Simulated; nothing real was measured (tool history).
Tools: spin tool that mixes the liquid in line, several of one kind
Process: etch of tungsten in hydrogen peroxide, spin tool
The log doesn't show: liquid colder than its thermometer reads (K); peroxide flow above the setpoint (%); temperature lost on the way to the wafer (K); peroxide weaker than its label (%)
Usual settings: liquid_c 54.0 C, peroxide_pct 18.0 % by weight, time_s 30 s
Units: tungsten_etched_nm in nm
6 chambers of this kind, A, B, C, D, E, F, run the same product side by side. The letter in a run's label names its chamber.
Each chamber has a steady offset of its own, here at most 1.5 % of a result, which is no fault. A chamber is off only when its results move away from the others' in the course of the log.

| run | hour | liquid_c | peroxide_pct | time_s | hours since the thermometer was replaced | hours since the peroxide flow meter was replaced | hours since the heated supply line was repaired | hours since the drum of peroxide was connected | read-back film thickness of the tungsten reference wafer, read on the same gauge (nm) | tungsten_etched_nm |
|---|---|---|---|---|---|---|---|---|---|---|
| 1D | 12.6 | 54.0 | 18.0 | 30 | 322.8 | 902.8 | 1839.4 | 799.3 | 59.982 | 50.902 |
| 2E | 25.8 | 54.0 | 18.0 | 30 | 815.7 | 635.3 | 856.1 | 80.3 | 59.987 | 51.991 |
| 3A | 36.8 | 54.0 | 18.0 | 30 | 2872.9 | 197.7 | 2196.6 | 236.0 | 60.018 | 52.723 |
| 4B | 49.6 | 54.0 | 18.0 | 30 | 262.7 | 2124.6 | 411.4 | 133.1 | 59.977 | 52.503 |
| 5C | 58.0 | 54.0 | 18.0 | 30 | 387.1 | 1653.6 | 999.2 | 818.7 | 59.998 | 52.024 |
|  | 59.4 | chamber D: peroxide flow meter replaced |
| 6F | 67.6 | 54.0 | 18.0 | 30 | 110.8 | 318.2 | 239.6 | 864.6 | 60.005 | 51.999 |
| 7C | 76.9 | 54.0 | 18.0 | 30 | 406.0 | 1672.5 | 1018.1 | 837.6 | 59.982 | 51.875 |
| 8A | 92.9 | 54.0 | 18.0 | 30 | 2929.0 | 253.8 | 2252.7 | 292.1 | 59.965 | 52.113 |
|  | 105.5 | chamber D: new drum of peroxide connected |
| 9E | 108.1 | 54.0 | 18.0 | 30 | 898.0 | 717.6 | 938.4 | 162.6 | 60.043 | 51.763 |
| 10B | 115.3 | 54.0 | 18.0 | 30 | 328.4 | 2190.3 | 477.1 | 198.8 | 60.014 | 51.839 |
|  | 122.3 | chamber F: new drum of peroxide connected |
| 11F | 129.9 | 48.0 | 13.5 | 30 | 173.1 | 380.5 | 301.9 | 7.6 | 60.013 | 31.520 |
| 12D | 137.3 | 48.0 | 13.5 | 30 | 447.5 | 77.9 | 1964.1 | 31.9 | 59.986 | 31.059 |
| 13D | 144.9 | 48.0 | 13.5 | 30 | 455.1 | 85.5 | 1971.7 | 39.5 | 60.022 | 31.550 |
|  | 151.1 | chamber A: thermometer replaced |
| 14F | 160.3 | 48.0 | 13.5 | 30 | 203.5 | 410.9 | 332.3 | 38.0 | 59.979 | 31.639 |
| 15A | 173.4 | 48.0 | 13.5 | 30 | 22.4 | 334.3 | 2333.2 | 372.6 | 59.984 | 30.625 |
| 16B | 183.5 | 48.0 | 13.5 | 30 | 396.6 | 2258.5 | 545.3 | 267.0 | 60.011 | 31.582 |
| 17E | 193.1 | 54.0 | 18.0 | 30 | 983.0 | 802.6 | 1023.4 | 247.6 | 60.021 | 51.454 |
| 18C | 200.3 | 54.0 | 18.0 | 30 | 529.4 | 1795.9 | 1141.5 | 961.0 | 59.983 | 52.119 |
| 19C | 212.3 | 54.0 | 18.0 | 30 | 541.4 | 1807.9 | 1153.5 | 973.0 | 59.987 | 52.074 |
| 20F | 225.6 | 54.0 | 18.0 | 30 | 268.8 | 476.2 | 397.6 | 103.3 | 60.019 | 52.521 |
| 21B | 241.4 | 54.0 | 18.0 | 30 | 454.5 | 2316.4 | 603.2 | 324.9 | 60.018 | 52.714 |
| 22A | 253.2 | 54.0 | 18.0 | 30 | 102.2 | 414.1 | 2413.0 | 452.4 | 59.993 | 50.284 |
| 23D | 262.0 | 54.0 | 18.0 | 30 | 572.2 | 202.6 | 2088.8 | 156.6 | 59.994 | 51.028 |
| 24E | 270.7 | 54.0 | 18.0 | 30 | 1060.6 | 880.2 | 1101.0 | 325.2 | 59.985 | 51.854 |
| 25C | 286.7 | 54.0 | 18.0 | 30 | 615.8 | 1882.3 | 1227.9 | 1047.4 | 59.986 | 53.123 |
| 26A | 302.6 | 54.0 | 18.0 | 30 | 151.6 | 463.5 | 2462.4 | 501.8 | 60.007 | 49.563 |
| 27D | 317.7 | 54.0 | 18.0 | 30 | 627.9 | 258.3 | 2144.5 | 212.3 | 60.021 | 51.621 |
| 28F | 331.9 | 54.0 | 18.0 | 30 | 375.1 | 582.5 | 503.9 | 209.6 | 59.931 | 52.490 |
| 29B | 340.5 | 44.5 | 18.0 | 30 | 553.6 | 2415.5 | 702.3 | 424.0 | 60.017 | 29.706 |
|  | 340.6 | chamber B: heated supply line repaired |
| 30E | 353.9 | 44.5 | 18.0 | 30 | 1143.8 | 963.4 | 1184.2 | 408.4 | 60.008 | 29.509 |
|  | 355.6 | chamber B: peroxide flow meter replaced |
| 31A | 370.0 | 44.5 | 18.0 | 30 | 219.0 | 530.9 | 2529.8 | 569.2 | 59.968 | 27.273 |
| 32D | 380.9 | 44.5 | 18.0 | 30 | 691.1 | 321.5 | 2207.7 | 275.5 | 59.989 | 29.331 |
| 33B | 388.1 | 44.5 | 18.0 | 30 | 601.2 | 32.6 | 47.5 | 471.6 | 60.000 | 29.738 |
| 34F | 395.3 | 44.5 | 18.0 | 30 | 438.5 | 645.9 | 567.3 | 273.0 | 60.002 | 29.222 |
| 35E | 403.3 | 54.0 | 18.0 | 30 | 1193.2 | 1012.8 | 1233.6 | 457.8 | 59.965 | 51.573 |
| 36C | 418.2 | 54.0 | 18.0 | 30 | 747.3 | 2013.8 | 1359.4 | 1178.9 | 60.018 | 52.739 |

Is one chamber off against the others, does the gauge drift, or is nothing wrong? If a chamber is off, say which, and what the likeliest cause is.

Chamber A drifts away from the others.
Cause: temperature lost on the way to the wafer (K) = 1.42.

Here are 4 candidates for chamber A's next run, each the usual settings with a change, their results left as question marks. Which one brings its results back in line with what the others give on the usual settings?
In line means no further than this from the other chambers' mean on the usual settings: tungsten_etched_nm 1.300 nm
| 37A-1 | 429.8 | 54.0 | 20.5 | 30 |  |  |  |  |  | ? |
| 37A-2 | 429.8 | 54.5 | 18.0 | 30 |  |  |  |  |  | ? |
| 37A-3 | 429.8 | 54.0 | 17.0 | 30 |  |  |  |  |  | ? |
| 37A-4 | 429.8 | 54.0 | 15.5 | 30 |  |  |  |  |  | ? |

The other chambers' mean on the usual settings: tungsten_etched_nm 52.013 nm
| run | tungsten_etched_nm |
|---|---|
| 37A-1 | 51.106 |
| 37A-2 | 49.391 |
| 37A-3 | 46.557 |
| 37A-4 | 44.466 |
37A-1 brings the chamber back in line.

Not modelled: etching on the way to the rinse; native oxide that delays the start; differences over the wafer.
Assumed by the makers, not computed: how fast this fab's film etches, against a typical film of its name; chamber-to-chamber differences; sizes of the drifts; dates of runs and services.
